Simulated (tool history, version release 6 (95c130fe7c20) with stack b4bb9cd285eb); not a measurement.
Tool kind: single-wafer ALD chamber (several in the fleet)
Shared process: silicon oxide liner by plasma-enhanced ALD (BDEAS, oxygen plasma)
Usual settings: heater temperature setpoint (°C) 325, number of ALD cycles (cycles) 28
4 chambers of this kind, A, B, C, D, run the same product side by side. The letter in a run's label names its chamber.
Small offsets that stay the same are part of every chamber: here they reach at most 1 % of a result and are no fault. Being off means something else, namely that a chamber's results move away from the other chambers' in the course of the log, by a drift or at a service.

run	hour	heater temperature setpoint (°C)	number of ALD cycles (cycles)	read-back reference wafer on the same gauge, thickness_nm	mean film thickness on the monitor wafer (Å)
1A	3.7	325	28	2.8797	25.178
2D	8.0	325	28	2.8790	25.015
3C	13.3	325	28	2.8776	24.949
4B	17.4	325	28	2.8783	25.019
5D	22.1	325	28	2.8784	25.057
6C	26.7	325	28	2.8769	24.862
7A	32.2	325	28	2.8778	25.150
8B	38.6	325	28	2.8770	24.992
9D	44.7	325	28	2.8755	25.138
10B	50.7	325	28	2.8747	25.021
11C	57.6	325	32	2.8754	28.395
12A	63.3	325	32	2.8741	28.843
13A	68.4	325	32	2.8734	28.811
14C	73.0	325	32	2.8732	28.445
15B	77.4	325	28	2.8725	24.911
16D	83.6	325	28	2.8725	25.068
17A	90.5	325	28	2.8725	25.163
18B	97.0	325	28	2.8718	24.952
19C	101.8	325	28	2.8711	24.902
20D	107.5	325	28	2.8689	25.016
21C	112.8	325	28	2.8709	24.869
22D	119.9	325	33	2.8687	29.511
23B	125.7	325	33	2.8683	29.328
24A	132.9	325	33	2.8668	29.606
25D	137.8	325	33	2.8679	29.444
26B	142.9	325	28	2.8674	24.920
27C	146.1	325	28	2.8676	24.847
28A	149.4	325	28	2.8665	25.098
29A	154.7	325	28	2.8649	25.137
30D	161.9	325	28	2.8658	25.000
31B	167.3	311	30	2.8644	27.128
32C	172.1	311	30	2.8641	27.147
33C	176.2	311	30	2.8644	27.135
34A	181.9	311	30	2.8642	27.528

Each of the 4 chambers runs these same settings next. Fill in every chamber's results:
35A	187.1	325	28		?
35B	187.1	325	28		?
35C	187.1	325	28		?
35D	187.1	325	28		?

run	mean film thickness on the monitor wafer (Å)
35A	25.031
35B	24.890
35C	24.822
35D	24.910

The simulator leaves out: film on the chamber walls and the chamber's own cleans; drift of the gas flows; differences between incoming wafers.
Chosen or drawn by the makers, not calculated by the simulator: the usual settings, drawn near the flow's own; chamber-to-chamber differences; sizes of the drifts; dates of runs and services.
